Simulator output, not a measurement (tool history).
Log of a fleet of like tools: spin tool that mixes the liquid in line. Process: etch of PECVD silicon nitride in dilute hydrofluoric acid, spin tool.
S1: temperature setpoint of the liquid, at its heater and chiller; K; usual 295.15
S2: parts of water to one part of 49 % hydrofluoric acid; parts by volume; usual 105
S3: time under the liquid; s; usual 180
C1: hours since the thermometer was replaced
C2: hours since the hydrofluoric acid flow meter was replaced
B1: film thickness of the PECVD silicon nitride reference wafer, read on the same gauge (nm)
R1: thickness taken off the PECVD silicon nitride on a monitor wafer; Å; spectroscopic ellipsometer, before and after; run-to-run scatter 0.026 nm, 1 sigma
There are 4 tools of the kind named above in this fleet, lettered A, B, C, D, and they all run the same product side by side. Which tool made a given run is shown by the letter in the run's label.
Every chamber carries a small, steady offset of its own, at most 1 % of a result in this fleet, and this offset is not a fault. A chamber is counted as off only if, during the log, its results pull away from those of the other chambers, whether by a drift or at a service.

Run 1C, hour 5.1: usual settings; C1 1025.0; C2 1565.9; B1 79.993. Result: R1 39.808 Å.
At hour 11.3: chamber C: hydrofluoric acid flow meter replaced.
Run 2B, hour 13.9: usual settings; C1 1345.6; C2 439.9; B1 79.995. Result: R1 40.432 Å.
Run 3A, hour 21.2: usual settings; C1 331.0; C2 320.6; B1 80.031. Result: R1 40.509 Å.
Run 4D, hour 26.1: usual settings; C1 747.1; C2 584.7; B1 79.985. Result: R1 40.639 Å.
Run 5C, hour 33.0: usual settings but S2 70 parts by volume; C1 1052.9; C2 21.8; B1 79.996. Result: R1 59.582 Å.
Run 6D, hour 40.3: usual settings but S2 70 parts by volume; C1 761.3; C2 598.9; B1 79.972. Result: R1 59.613 Å.
Run 7A, hour 46.8: usual settings but S2 70 parts by volume; C1 356.6; C2 346.2; B1 79.995. Result: R1 60.290 Å.
Run 8B, hour 53.1: usual settings but S2 70 parts by volume; C1 1384.8; C2 479.1; B1 79.985. Result: R1 60.803 Å.
Run 9C, hour 59.9: usual settings; C1 1079.8; C2 48.7; B1 79.977. Result: R1 39.823 Å.
Run 10B, hour 69.1: usual settings; C1 1400.8; C2 495.1; B1 80.003. Result: R1 40.791 Å.
Run 11D, hour 77.5: usual settings; C1 798.5; C2 636.1; B1 79.992. Result: R1 40.449 Å.
Run 12A, hour 81.7: usual settings but S2 125 parts by volume; C1 391.5; C2 381.1; B1 80.006. Result: R1 33.945 Å.
Run 13D, hour 87.9: usual settings but S2 125 parts by volume; C1 808.9; C2 646.5; B1 79.988. Result: R1 34.033 Å.
Run 14B, hour 94.1: usual settings but S2 125 parts by volume; C1 1425.8; C2 520.1; B1 80.016. Result: R1 33.679 Å.
Run 15A, hour 99.0: usual settings but S2 125 parts by volume; C1 408.8; C2 398.4; B1 79.977. Result: R1 33.875 Å.
Run 16C, hour 106.2: usual settings; C1 1126.1; C2 95.0; B1 80.002. Result: R1 40.646 Å.
Run 17D, hour 111.7: usual settings; C1 832.7; C2 670.3; B1 79.987. Result: R1 40.594 Å.
Run 18A, hour 118.8: usual settings; C1 428.6; C2 418.2; B1 80.009. Result: R1 39.878 Å.
Run 19B, hour 124.3: usual settings but S1 292.65 K, S3 255 s; C1 1456.0; C2 550.3; B1 79.979. Result: R1 48.408 Å.
Run 20C, hour 131.7: usual settings but S1 292.65 K, S3 255 s; C1 1151.6; C2 120.5; B1 80.004. Result: R1 49.178 Å.
Run 21A, hour 139.8: usual settings but S1 292.65 K, S3 255 s; C1 449.6; C2 439.2; B1 79.990. Result: R1 48.790 Å.
Run 22C, hour 144.7: usual settings but S1 292.65 K, S3 255 s; C1 1164.6; C2 133.5; B1 79.983. Result: R1 49.552 Å.
Run 23D, hour 153.7: usual settings; C1 874.7; C2 712.3; B1 80.000. Result: R1 40.249 Å.
Run 24B, hour 158.2: usual settings; C1 1489.9; C2 584.2; B1 79.998. Result: R1 40.689 Å.
Run 25C, hour 162.4: usual settings but S1 299.65 K; C1 1182.3; C2 151.2; B1 79.990. Result: R1 55.309 Å.
Run 26B, hour 171.7: usual settings but S1 299.65 K; C1 1503.4; C2 597.7; B1 79.995. Result: R1 54.382 Å.
At hour 172.2: chamber D: thermometer replaced.
Run 27D, hour 177.1: usual settings but S1 299.65 K; C1 5.0; C2 735.7; B1 79.965. Result: R1 54.375 Å.
At hour 180.1: chamber B: hydrofluoric acid flow meter replaced.
Run 28A, hour 182.6: usual settings but S1 299.65 K; C1 492.4; C2 482.0; B1 80.028. Result: R1 54.114 Å.
Run 29D, hour 188.2: usual settings; C1 16.1; C2 746.8; B1 80.012. Result: R1 40.728 Å.
Run 30B, hour 197.7: usual settings but S1 293.15 K, S3 105 s; C1 1529.4; C2 17.6; B1 79.984. Result: R1 20.577 Å.
Run 31C, hour 202.2: usual settings but S1 293.15 K, S3 105 s; C1 1222.1; C2 191.0; B1 79.994. Result: R1 21.719 Å.
Run 32A, hour 208.4: usual settings but S1 293.15 K, S3 105 s; C1 518.2; C2 507.8; B1 80.003. Result: R1 20.753 Å.
Run 33D, hour 212.9: usual settings but S1 293.15 K, S3 105 s; C1 40.8; C2 771.5; B1 79.953. Result: R1 20.570 Å.
Run 34B, hour 217.7: usual settings but S1 293.15 K; C1 1549.4; C2 37.6; B1 80.000. Result: R1 35.404 Å.
Run 35A, hour 223.2: usual settings but S1 293.15 K; C1 533.0; C2 522.6; B1 80.017. Result: R1 35.013 Å.
Run 36C, hour 229.2: usual settings but S1 293.15 K; C1 1249.1; C2 218.0; B1 79.991. Result: R1 38.004 Å.
Run 37D, hour 238.6: usual settings but S1 293.15 K; C1 66.5; C2 797.2; B1 79.973. Result: R1 35.258 Å.
Run 38B, hour 244.9: usual settings but S1 298.65 K, S3 135 s; C1 1576.6; C2 64.8; B1 79.987. Result: R1 38.374 Å.
Run 39C, hour 250.9: usual settings but S1 298.65 K, S3 135 s; C1 1270.8; C2 239.7; B1 80.023. Result: R1 40.667 Å.
Run 40A, hour 259.1: usual settings but S1 298.65 K, S3 135 s; C1 568.9; C2 558.5; B1 79.998. Result: R1 37.936 Å.
Run 41B, hour 264.2: usual settings but S1 298.65 K, S3 135 s; C1 1595.9; C2 84.1; B1 79.998. Result: R1 38.374 Å.
Run 42D, hour 269.7: usual settings but S2 145 parts by volume, S3 250 s; C1 97.6; C2 828.3; B1 79.987. Result: R1 40.827 Å.
Run 43C, hour 278.2: usual settings but S2 145 parts by volume, S3 250 s; C1 1298.1; C2 267.0; B1 79.993. Result: R1 43.517 Å.

All 4 chambers run these settings next. Forecast each chamber's results:
Run 44A, hour 285.1: usual settings. Result: R1 ?.
Run 44B, hour 285.1: usual settings. Result: R1 ?.
Run 44C, hour 285.1: usual settings. Result: R1 ?.
Run 44D, hour 285.1: usual settings. Result: R1 ?.

run      R1
44A  39.941
44B  40.924
44C  43.775
44D  40.012
